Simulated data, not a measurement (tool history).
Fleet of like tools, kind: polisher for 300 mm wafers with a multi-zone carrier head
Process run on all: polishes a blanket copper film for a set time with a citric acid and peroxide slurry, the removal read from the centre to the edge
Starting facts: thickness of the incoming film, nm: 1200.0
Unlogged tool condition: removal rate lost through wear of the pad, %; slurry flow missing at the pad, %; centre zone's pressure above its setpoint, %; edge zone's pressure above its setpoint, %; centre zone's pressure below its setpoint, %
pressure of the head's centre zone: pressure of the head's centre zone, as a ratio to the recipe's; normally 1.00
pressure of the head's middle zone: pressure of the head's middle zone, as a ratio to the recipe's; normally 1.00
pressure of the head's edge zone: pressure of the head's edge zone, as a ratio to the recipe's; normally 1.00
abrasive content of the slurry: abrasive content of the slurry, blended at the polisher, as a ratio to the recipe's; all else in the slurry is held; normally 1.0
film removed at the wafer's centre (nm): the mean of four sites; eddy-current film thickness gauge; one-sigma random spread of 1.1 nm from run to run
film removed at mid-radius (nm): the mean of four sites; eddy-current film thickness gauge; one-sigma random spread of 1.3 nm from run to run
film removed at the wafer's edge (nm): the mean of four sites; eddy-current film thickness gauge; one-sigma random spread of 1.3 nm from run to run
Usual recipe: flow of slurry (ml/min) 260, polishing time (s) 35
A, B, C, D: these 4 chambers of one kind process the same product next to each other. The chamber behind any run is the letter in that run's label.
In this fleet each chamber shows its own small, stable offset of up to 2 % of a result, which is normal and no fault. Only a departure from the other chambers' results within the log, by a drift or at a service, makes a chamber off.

run	hour	flow of slurry (ml/min)	pressure of the head's centre zone	pressure of the head's middle zone	pressure of the head's edge zone	abrasive content of the slurry	polishing time (s)	wafers polished on this pad	hours since the slurry nozzle was cleaned	hours since the centre zone pressure was calibrated	hours since the edge zone pressure was calibrated	film removed at the wafer's centre (nm)	film removed at mid-radius (nm)	film removed at the wafer's edge (nm)
# hour 2.2: chamber D: worn pad replaced by a new one
# hour 7.8: chamber B: worn pad replaced by a new one
1A	8.9	260	1.00	1.00	1.00	1.0	35	1084	220.3	604.0	206.7	90.189	88.890	88.805
2B	20.0	260	1.00	1.00	1.00	1.0	35	210	547.3	1043.3	21.5	91.441	89.381	92.199
# hour 29.8: chamber A: worn pad replaced by a new one
3D	33.0	260	1.00	1.00	1.00	1.0	35	531	293.8	269.5	600.2	90.647	91.058	93.087
4C	44.5	260	1.00	1.00	1.00	1.0	35	1076	55.9	539.3	350.1	89.765	90.482	91.766
# hour 56.4: chamber C: edge zone pressure recalibrated
5B	56.6	290	1.00	1.00	1.00	1.2	35	841	583.9	1079.9	58.1	98.137	95.217	94.832
6D	68.0	290	1.00	1.00	1.00	1.2	35	1135	328.8	304.5	635.2	95.116	93.503	96.964
# hour 71.6: chamber C: worn pad replaced by a new one
7A	81.2	290	1.00	1.00	1.00	1.2	35	886	292.6	676.3	279.0	97.266	97.848	92.648
# hour 90.1: chamber D: worn pad replaced by a new one
8C	91.3	290	1.00	1.00	1.00	1.2	35	340	102.7	586.1	34.9	96.958	92.149	94.289
# hour 97.3: chamber B: worn pad replaced by a new one
9D	100.7	260	1.00	1.00	1.00	1.0	35	184	361.5	337.2	667.9	90.240	88.325	93.268
10A	110.1	260	1.00	1.00	1.00	1.0	35	1384	321.5	705.2	307.9	90.833	89.846	88.283
# hour 114.6: chamber A: worn pad replaced by a new one
11C	118.8	260	1.00	1.00	1.00	1.0	35	814	130.2	613.6	62.4	90.240	88.882	87.606
12B	132.3	260	1.00	1.00	1.00	1.0	35	604	659.6	1155.6	133.8	92.537	91.053	93.728
13A	144.0	260	1.00	1.00	1.00	1.0	35	507	355.4	739.1	341.8	90.469	89.818	89.620
# hour 145.3: chamber C: worn pad replaced by a new one
14C	155.5	260	1.00	1.00	1.00	1.0	35	177	166.9	650.3	99.1	90.661	88.026	91.115
15D	163.3	260	1.00	1.00	1.00	1.0	35	1263	424.1	399.8	730.5	88.691	91.597	91.821
# hour 167.0: chamber A: edge zone pressure recalibrated
16B	173.1	260	1.00	1.00	1.00	1.0	35	1308	700.4	1196.4	174.6	91.382	88.261	93.598
# hour 179.7: chamber B: slurry nozzle cleaned
17B	183.0	260	1.00	1.00	1.00	1.0	35	1479	3.3	1206.3	184.5	91.975	88.716	92.811
# hour 186.1: chamber D: worn pad replaced by a new one
# hour 188.3: chamber B: worn pad replaced by a new one
18A	192.9	300	1.00	1.00	1.00	1.0	35	1351	404.3	788.0	25.9	93.986	91.771	89.268
19D	200.6	300	1.00	1.00	1.00	1.0	35	250	461.4	437.1	767.8	90.615	92.262	91.736
# hour 210.6: chamber A: worn pad replaced by a new one
20C	211.7	300	1.00	1.00	1.00	1.0	35	1145	223.1	706.5	155.3	91.559	91.310	92.070
21B	223.6	300	1.00	1.00	1.00	1.0	35	609	43.9	1246.9	225.1	93.529	91.215	92.036
# hour 225.9: chamber C: worn pad replaced by a new one
# hour 226.2: chamber D: slurry nozzle cleaned
22D	231.1	260	1.00	1.00	1.00	1.0	35	776	4.9	467.6	798.3	90.396	88.360	92.099
23C	237.1	260	1.00	1.00	1.00	1.0	35	193	248.5	731.9	180.7	89.029	88.608	88.063
# hour 238.0: chamber B: centre zone pressure recalibrated
24A	244.0	260	1.00	1.00	1.00	1.0	35	577	455.4	839.1	77.0	95.927	89.982	88.147
25D	255.0	260	1.00	1.00	1.00	1.0	35	1188	28.8	491.5	822.2	88.999	89.360	90.101
26A	266.1	260	1.00	0.96	1.07	1.0	35	958	477.5	861.2	99.1	95.418	88.260	90.972
# hour 268.1: chamber B: worn pad replaced by a new one
# hour 268.4: chamber D: worn pad replaced by a new one
# hour 274.3: chamber C: slurry nozzle cleaned
27C	278.0	260	1.00	0.96	1.07	1.0	35	898	3.8	772.8	221.6	89.668	84.920	93.060
28B	286.0	260	1.00	0.96	1.07	1.0	35	309	106.3	48.1	287.5	92.892	84.250	95.513
# hour 288.1: chamber A: worn pad replaced by a new one
29B	293.9	260	1.00	0.96	1.07	1.0	35	446	114.2	56.0	295.4	92.722	86.514	93.196
30C	301.4	225	1.00	1.00	1.00	1.0	40	1302	27.2	796.2	245.0	100.700	101.000	103.060
31A	313.9	225	1.00	1.00	1.00	1.0	40	446	525.3	909.0	146.9	108.660	101.430	100.350
# hour 318.0: chamber C: worn pad replaced by a new one
32D	325.9	225	1.00	1.00	1.00	1.0	40	992	99.7	562.4	893.1	101.960	102.560	103.990
33B	337.5	225	1.00	1.00	1.00	1.0	40	1197	157.8	99.6	339.0	103.270	98.924	102.260
34A	344.4	260	1.00	1.04	1.00	1.0	35	972	555.8	939.5	177.4	98.321	94.984	91.496
# hour 351.7: chamber D: worn pad replaced by a new one
35D	355.9	260	1.00	1.04	1.00	1.0	35	73	129.7	592.4	923.1	89.408	93.016	92.053
# hour 364.5: chamber B: worn pad replaced by a new one
36C	368.5	260	1.00	1.04	1.00	1.0	35	872	94.3	863.3	312.1	88.885	94.151	89.662
# hour 374.7: chamber A: worn pad replaced by a new one
37D	377.7	260	1.00	1.04	1.00	1.0	35	449	151.5	614.2	944.9	89.987	94.931	91.809
38A	388.7	260	1.00	1.00	1.00	1.0	35	241	600.1	983.8	221.7	98.773	90.155	87.511
39C	396.3	260	1.00	1.00	1.00	1.0	35	1351	122.1	891.1	339.9	92.952	89.403	91.634
40B	403.4	260	1.00	1.00	1.00	1.0	35	670	223.7	165.5	404.9	91.971	88.626	90.261
41A	415.4	260	1.00	1.00	1.00	1.0	35	701	626.8	1010.5	248.4	101.810	91.003	89.263
42B	424.7	260	0.95	0.96	1.00	1.0	35	1037	245.0	186.8	426.2	87.907	88.438	91.508

For the next run the whole fleet of 4 chambers uses the same settings. Give each chamber's results:
43A	434.5	260	1.00	1.00	1.00	1.0	45					?	?	?
43B	434.5	260	1.00	1.00	1.00	1.0	45					?	?	?
43C	434.5	260	1.00	1.00	1.00	1.0	45					?	?	?
43D	434.5	260	1.00	1.00	1.00	1.0	45					?	?	?

run	film removed at the wafer's centre (nm)	film removed at mid-radius (nm)	film removed at the wafer's edge (nm)
43A	130.230	115.310	111.070
43B	118.130	115.820	117.660
43C	114.020	113.690	117.740
43D	113.860	117.790	118.150

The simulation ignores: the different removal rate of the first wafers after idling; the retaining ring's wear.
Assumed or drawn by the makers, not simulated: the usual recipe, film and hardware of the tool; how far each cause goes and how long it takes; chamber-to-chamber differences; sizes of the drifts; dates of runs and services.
